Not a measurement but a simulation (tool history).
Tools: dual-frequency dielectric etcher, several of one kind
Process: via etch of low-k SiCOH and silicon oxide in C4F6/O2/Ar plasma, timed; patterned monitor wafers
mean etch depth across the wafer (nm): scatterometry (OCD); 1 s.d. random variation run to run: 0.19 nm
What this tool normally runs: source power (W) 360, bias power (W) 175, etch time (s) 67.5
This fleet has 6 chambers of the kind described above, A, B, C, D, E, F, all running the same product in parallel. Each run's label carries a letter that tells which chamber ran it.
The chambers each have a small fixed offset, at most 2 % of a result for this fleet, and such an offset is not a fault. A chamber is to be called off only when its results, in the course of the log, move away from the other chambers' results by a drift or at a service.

run	hour	source power (W)	bias power (W)	etch time (s)	hours since the last wet clean	hours since the last source power generator calibration	hours since the last bias power generator calibration	read-back reference wafer on the same gauge, depth_nm	mean etch depth across the wafer (nm)
1E	12.3	360	175	67.5	526.6	2664.1	120.2	137.98	167.27
2A	18.7	360	175	67.5	447.5	2827	3355.2	137.99	166.1
# hour 32.1: chamber A: wet clean of the chamber
3D	33.2	360	175	67.5	276.1	3552.1	1484.4	137.89	166.45
4F	39.7	360	175	67.5	298.2	1501.1	807.3	137.94	166.04
5B	47.3	360	175	67.5	112.4	1347.7	723.7	137.89	164.66
6C	53.9	360	175	67.5	57.7	1264.1	785.3	137.9	166.81
7B	61.1	360	175	67.5	126.2	1361.5	737.5	137.94	164.35
8D	72.9	360	175	67.5	315.8	3591.8	1524.1	137.91	166.23
9E	85	360	175	67.5	599.3	2736.8	192.9	137.87	167.19
# hour 86.4: chamber D: source power generator calibrated
10F	96.5	360	175	67.5	355	1557.9	864.1	137.86	166.22
11C	107	360	175	67.5	110.8	1317.2	838.4	137.84	166.46
12A	113.6	360	175	67.5	81.6	2921.9	3450.1	137.82	166
13A	124.5	360	175	67.5	92.5	2932.8	3461	137.81	165.82
14D	135.6	360	175	67.5	378.5	49.3	1586.8	137.78	166.06
15E	143.3	360	175	67.5	657.6	2795.1	251.2	137.79	167.18
# hour 150.6: chamber E: wet clean of the chamber
16C	156.4	360	175	67.5	160.2	1366.6	887.8	137.72	166.38
17B	164	360	175	67.5	229.1	1464.4	840.4	137.75	164.07
18F	173.6	360	175	67.5	432.1	1635	941.2	137.72	165.68
19C	182.6	360	175	67.5	186.4	1392.8	914	137.7	166.78
20A	190.4	360	216	73.5	158.4	2998.7	3526.9	137.69	192.98
21B	200.6	360	216	73.5	265.7	1501	877	137.66	190.9
22E	207.6	360	216	73.5	57	2859.4	315.5	137.66	194.68
23F	215.8	360	216	73.5	474.3	1677.2	983.4	137.7	193.04
24D	226.4	360	216	73.5	469.3	140.1	1677.6	137.67	193.54
# hour 238.9: chamber F: wet clean of the chamber
25C	240.8	360	216	73.5	244.6	1451	972.2	137.59	193.98
26B	250.5	360	175	67.5	315.6	1550.9	926.9	137.64	163.89
27F	259.8	360	175	67.5	20.9	1721.2	1027.4	137.54	165.71
28E	270	360	175	67.5	119.4	2921.8	377.9	137.53	166.96
29D	281.7	360	175	67.5	524.6	195.4	1732.9	137.53	165.81
30A	292.8	360	175	67.5	260.8	3101.1	3629.3	137.48	165.44
31D	299.5	360	175	67.5	542.4	213.2	1750.7	137.48	165.89
32A	313.8	360	175	67.5	281.8	3122.1	3650.3	137.42	165.42
33B	322.3	360	175	67.5	387.4	1622.7	998.7	137.48	163.58
34E	333.8	360	175	67.5	183.2	2985.6	441.7	137.47	167.23
35C	340.5	360	175	67.5	344.3	1550.7	1071.9	137.46	166.09
36F	349.9	360	175	67.5	111	1811.3	1117.5	137.43	165.35
37F	364.1	360	175	67.5	125.2	1825.5	1131.7	137.37	165.42
38A	376	360	175	67.5	344	3184.3	3712.5	137.38	165.19
39E	384.7	360	175	67.5	234.1	3036.5	492.6	137.33	166.8

For the next run the whole fleet of 6 chambers uses the same settings. Give each chamber's results:
40A	395.2	360	175	67.5					?
40B	395.2	360	175	67.5					?
40C	395.2	360	175	67.5					?
40D	395.2	360	175	67.5					?
40E	395.2	360	175	67.5					?
40F	395.2	360	175	67.5					?

run	mean etch depth across the wafer (nm)
40A	165.24
40B	163.72
40C	166.04
40D	165.63
40E	166.64
40F	165.49
